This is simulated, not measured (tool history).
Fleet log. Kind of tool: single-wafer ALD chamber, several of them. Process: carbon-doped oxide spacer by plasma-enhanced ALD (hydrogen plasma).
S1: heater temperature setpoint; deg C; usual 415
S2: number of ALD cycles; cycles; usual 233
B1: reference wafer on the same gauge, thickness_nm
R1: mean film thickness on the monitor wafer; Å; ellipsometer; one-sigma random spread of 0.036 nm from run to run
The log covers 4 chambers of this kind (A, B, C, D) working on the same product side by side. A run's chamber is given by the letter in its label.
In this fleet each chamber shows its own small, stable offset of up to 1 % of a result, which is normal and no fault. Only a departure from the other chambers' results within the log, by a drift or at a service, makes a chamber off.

{"run": "1D", "hour": 12.3, "S1": 415, "S2": 233, "B1": 9.202, "R1": 111.23}
{"run": "2A", "hour": 27.2, "S1": 415, "S2": 233, "B1": 9.1922, "R1": 111.27}
{"run": "3C", "hour": 36.0, "S1": 415, "S2": 233, "B1": 9.2007, "R1": 110.43}
{"run": "4B", "hour": 42.8, "S1": 415, "S2": 233, "B1": 9.194, "R1": 110.23}
{"run": "5C", "hour": 57.4, "S1": 401, "S2": 202, "B1": 9.2013, "R1": 100.28}
{"run": "6D", "hour": 65.1, "S1": 401, "S2": 202, "B1": 9.1995, "R1": 100.84}
{"run": "7A", "hour": 79.9, "S1": 401, "S2": 202, "B1": 9.2028, "R1": 101.28}
{"run": "8B", "hour": 86.9, "S1": 401, "S2": 202, "B1": 9.2004, "R1": 100.25}
{"run": "9B", "hour": 97.8, "S1": 415, "S2": 233, "B1": 9.2015, "R1": 110.57}
{"run": "10C", "hour": 108.6, "S1": 415, "S2": 233, "B1": 9.1957, "R1": 110.82}
{"run": "11A", "hour": 116.6, "S1": 403, "S2": 276, "B1": 9.2007, "R1": 138.06}
{"run": "12D", "hour": 127.4, "S1": 403, "S2": 276, "B1": 9.2004, "R1": 136.55}
{"run": "13D", "hour": 136.3, "S1": 403, "S2": 276, "B1": 9.198, "R1": 136.56}
{"run": "14B", "hour": 143.2, "S1": 403, "S2": 276, "B1": 9.1997, "R1": 135.57}
{"run": "15C", "hour": 156.9, "S1": 415, "S2": 233, "B1": 9.2002, "R1": 110.93}
{"run": "16A", "hour": 168.1, "S1": 422, "S2": 203, "B1": 9.1988, "R1": 95.363}
{"run": "17B", "hour": 177.2, "S1": 422, "S2": 203, "B1": 9.2049, "R1": 93.235}
{"run": "18A", "hour": 189.2, "S1": 422, "S2": 203, "B1": 9.2015, "R1": 95.271}
{"run": "19C", "hour": 197.0, "S1": 422, "S2": 203, "B1": 9.1973, "R1": 94.403}
{"run": "20D", "hour": 207.5, "S1": 415, "S2": 233, "B1": 9.2012, "R1": 110.91}
{"run": "21B", "hour": 216.6, "S1": 429, "S2": 213, "B1": 9.1981, "R1": 96.252}
{"run": "22C", "hour": 228.1, "S1": 429, "S2": 213, "B1": 9.1961, "R1": 96.894}
{"run": "23A", "hour": 235.4, "S1": 429, "S2": 213, "B1": 9.2035, "R1": 98.134}
{"run": "24D", "hour": 250.5, "S1": 429, "S2": 213, "B1": 9.2069, "R1": 97.361}
{"run": "25D", "hour": 264.5, "S1": 415, "S2": 233, "B1": 9.1924, "R1": 111.03}
{"run": "26A", "hour": 280.0, "S1": 415, "S2": 197, "B1": 9.1986, "R1": 94.965}
{"run": "27B", "hour": 294.1, "S1": 415, "S2": 197, "B1": 9.2068, "R1": 92.868}
{"run": "28C", "hour": 305.4, "S1": 415, "S2": 197, "B1": 9.2008, "R1": 93.45}
{"run": "29B", "hour": 314.8, "S1": 415, "S2": 197, "B1": 9.2026, "R1": 93.086}
{"run": "30C", "hour": 329.2, "S1": 415, "S2": 233, "B1": 9.1886, "R1": 110.55}
{"run": "31A", "hour": 341.7, "S1": 415, "S2": 233, "B1": 9.2027, "R1": 112.27}
{"run": "32D", "hour": 353.0, "S1": 415, "S2": 233, "B1": 9.2025, "R1": 111.35}
{"run": "33A", "hour": 360.1, "S1": 415, "S2": 233, "B1": 9.1948, "R1": 111.63}
{"run": "34B", "hour": 370.3, "S1": 415, "S2": 233, "B1": 9.2016, "R1": 109.76}
{"run": "35C", "hour": 385.0, "S1": 415, "S2": 233, "B1": 9.1967, "R1": 110.93}
{"run": "36D", "hour": 393.5, "S1": 415, "S2": 233, "B1": 9.2031, "R1": 110.93}
{"run": "37C", "hour": 404.1, "S1": 415, "S2": 233, "B1": 9.2008, "R1": 110.45}
{"run": "38B", "hour": 413.8, "S1": 415, "S2": 233, "B1": 9.1959, "R1": 109.94}
{"hour": 414.1, "done": "chamber D: thermocouple changed; heater temperature recalibrated"}
{"run": "39D", "hour": 428.6, "S1": 407, "S2": 213, "B1": 9.1981, "R1": 104.32}
{"run": "40A", "hour": 439.6, "S1": 407, "S2": 213, "B1": 9.2028, "R1": 104.97}
{"run": "41C", "hour": 447.0, "S1": 407, "S2": 213, "B1": 9.2037, "R1": 103.71}
{"run": "42B", "hour": 462.3, "S1": 407, "S2": 213, "B1": 9.1964, "R1": 103.56}

For the next run the whole fleet of 4 chambers uses the same settings. Give each chamber's results:
{"run": "43A", "hour": 473.5, "S1": 415, "S2": 233, "R1": "?"}
{"run": "43B", "hour": 473.5, "S1": 415, "S2": 233, "R1": "?"}
{"run": "43C", "hour": 473.5, "S1": 415, "S2": 233, "R1": "?"}
{"run": "43D", "hour": 473.5, "S1": 415, "S2": 233, "R1": "?"}

run=43A R1=112
run=43B R1=110.28
run=43C R1=110.64
run=43D R1=111.69
